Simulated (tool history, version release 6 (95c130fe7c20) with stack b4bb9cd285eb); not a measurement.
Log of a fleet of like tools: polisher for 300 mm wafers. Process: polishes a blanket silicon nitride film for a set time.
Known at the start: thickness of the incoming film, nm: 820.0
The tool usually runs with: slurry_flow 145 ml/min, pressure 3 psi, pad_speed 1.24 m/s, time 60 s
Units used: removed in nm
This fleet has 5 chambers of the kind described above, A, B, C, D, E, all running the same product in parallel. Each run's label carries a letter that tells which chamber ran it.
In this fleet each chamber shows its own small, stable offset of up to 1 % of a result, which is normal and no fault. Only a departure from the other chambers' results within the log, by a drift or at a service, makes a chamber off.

run   hour  slurry_flow  pressure  pad_speed  time  removed
 1E    4.4          145         3       1.24    60   104.29
 2B    7.7          145         3       1.24    60   106.52
 3A   11.7          145         3       1.24    60   106.99
      16.7  -- chamber B: worn pad replaced by a new one
 4D   17.5          145         3       1.24    60   104.79
        19  -- chamber C: worn pad replaced by a new one
      19.7  -- chamber D: worn pad replaced by a new one
      21.1  -- chamber E: worn pad replaced by a new one
 5C     23          145         3       1.24    60   105.28
 6A   26.3          145         3       1.24    60   105.57
 7E   31.1          170         2       1.24    60    71.96
 8B   37.2          170         2       1.24    60   70.259
 9C     41          170         2       1.24    60   72.274
10D   45.8          170         2       1.24    60   71.624
11B   51.1          170         2       1.24    60   74.963
      53.1  -- chamber A: worn pad replaced by a new one
12A   58.2          145         3       1.24    60   103.14
13E   61.8          145         3       1.24    60   104.96
      68.3  -- chamber D: worn pad replaced by a new one
14D   68.5          145         3       1.24    60   107.05
15C   71.9          145         3       1.44    46   89.668
16E   75.1          145         3       1.44    46   90.369
17D     82          145         3       1.44    46   92.537
      88.4  -- chamber C: worn pad replaced by a new one
18C   88.6          145         3       1.44    46   90.373
19B   94.8          145         3       1.44    46   89.974
     100.8  -- chamber E: worn pad replaced by a new one
20A  101.2          145         3       1.24    60   103.31
21A    107          145         3       1.24    60   104.06
22E  113.4          145       3.9       1.24    60   141.36
       117  -- chamber D: worn pad replaced by a new one
     117.3  -- chamber B: worn pad replaced by a new one
23B  118.5          145       3.9       1.24    60   133.37
24D  124.4          145       3.9       1.24    60   134.67
25C  130.1          145       3.9       1.24    60   135.67
26A  134.2          145       3.9       1.24    60   136.23
27E  138.7          145         3       1.24    60   104.08
     143.3  -- chamber B: slurry nozzle cleaned
28B  143.9          145         3       1.24    60   106.34
29D  149.5          165       2.5       1.24    60   91.462
     149.9  -- chamber E: slurry nozzle cleaned
     150.6  -- chamber A: worn pad replaced by a new one
     151.8  -- chamber D: slurry nozzle cleaned
30C  154.1          165       2.5       1.24    60   92.462
31B  157.6          165       2.5       1.24    60   89.108
32A    161          165       2.5       1.24    60   90.638
     163.5  -- chamber C: worn pad replaced by a new one
33C  164.2          165       2.5       1.24    60   89.097
     165.3  -- chamber D: worn pad replaced by a new one
34E  169.5          145       2.1       1.24    51    62.94
35D  174.3          145       2.1       1.24    51   62.177
36A  179.9          145       2.1       1.24    51   62.652
37C  183.9          145       2.1       1.24    51    61.31

Each of the 5 chambers runs these same settings next. Fill in every chamber's results:
38A   189          145         3       1.24    70        ?
38B   189          145         3       1.24    70        ?
38C   189          145         3       1.24    70        ?
38D   189          145         3       1.24    70        ?
38E   189          145         3       1.24    70        ?

run  removed
38A   123.86
38B   122.99
38C   120.49
38D   121.41
38E    120.5
